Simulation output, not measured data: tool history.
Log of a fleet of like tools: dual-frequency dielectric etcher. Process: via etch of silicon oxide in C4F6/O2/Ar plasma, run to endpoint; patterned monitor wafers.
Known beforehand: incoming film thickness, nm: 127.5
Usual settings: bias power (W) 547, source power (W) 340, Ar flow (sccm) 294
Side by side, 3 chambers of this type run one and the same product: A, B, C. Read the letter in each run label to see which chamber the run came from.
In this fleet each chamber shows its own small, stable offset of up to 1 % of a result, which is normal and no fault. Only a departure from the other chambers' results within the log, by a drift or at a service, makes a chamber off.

run	day	bias power (W)	source power (W)	Ar flow (sccm)	hours since the last wet clean	hours since the last bias power generator calibration	hours since the last source power generator calibration	hours since the last Ar flow controller change	endpoint time (s)
1B	0.125	547	340	294	261.1	1438.5	1132.2	5414.8	29.093
2A	0.221	547	340	294	386.2	907.7	4226.1	5554.4	29.038
3C	0.321	547	340	294	47	2062.4	529.6	737.9	28.561
4C	0.529	547	340	294	52	2067.4	534.6	742.9	28.714
5B	0.658	547	340	294	273.9	1451.3	1145	5427.6	28.571
6A	0.783	676	340	294	399.7	921.2	4239.6	5567.9	26.62
7B	0.958	676	340	294	281.1	1458.5	1152.2	5434.8	26.586
8C	1.158	676	340	294	67.1	2082.5	549.7	758	26.45
9A	1.304	547	340	294	412.2	933.7	4252.1	5580.4	28.947
10C	1.488	547	340	294	75	2090.4	557.6	765.9	28.611
11B	1.662	547	340	294	298	1475.4	1169.1	5451.7	28.773
12A	1.783	547	340	294	423.7	945.2	4263.6	5591.9	28.694
13A	1.938	608	280	294	427.4	948.9	4267.3	5595.6	29.854
14C	2.125	608	280	294	90.3	2105.7	572.9	781.2	29.447
15B	2.262	608	280	294	312.4	1489.8	1183.5	5466.1	29.363
16B	2.462	547	340	294	317.2	1494.6	1188.3	5470.9	28.346
17C	2.625	547	340	294	102.3	2117.7	584.9	793.2	28.493
18A	2.812	547	340	294	448.4	969.9	4288.3	5616.6	28.874
19A	2.954	547	340	294	451.8	973.3	4291.7	5620	28.81
20C	3.158	494	340	362	115.1	2130.5	597.7	806	30.493
21B	3.379	494	340	362	339.2	1516.6	1210.3	5492.9	29.723
# day 3.488: chamber A: Ar flow controller replaced
22B	3.492	494	340	362	341.9	1519.3	1213	5495.6	29.824
23C	3.629	547	340	294	126.4	2141.8	609	817.3	28.397
24A	3.854	547	340	294	473.4	994.9	4313.3	8.9	28.776
25C	4.062	547	340	294	136.8	2152.2	619.4	827.7	28.811
26B	4.158	547	340	294	357.9	1535.3	1229	5511.6	27.357

Read the log: is a single chamber off, either drifting away or since a service, is the gauge that measures every chamber drifting, or is nothing wrong beyond small per-chamber offsets? Name any odd chamber and what most likely caused it.

Chamber B drifts away from the others.
What lies behind it: etch rate over this chamber's usual, % = 4.67.

Here are 4 candidates for chamber B's next run, each the usual settings with a change, their results left as question marks. Which one brings its results back in line with what the others give on the usual settings?
Maximum distance from the other chambers' mean on the usual settings for a result to count as in line: endpoint time (s) 0.45
27B-1	4.321	647	340	278					?
27B-2	4.321	516	320	294					?
27B-3	4.321	577	360	289					?
27B-4	4.321	547	280	312					?

Mean of the other chambers on the usual settings: endpoint time (s) 28.75
run	endpoint time (s)
27B-1	25.727
27B-2	28.845
27B-3	26.425
27B-4	29.847
The right change is 27B-2: it brings the chamber back within the allowed miss of the others.
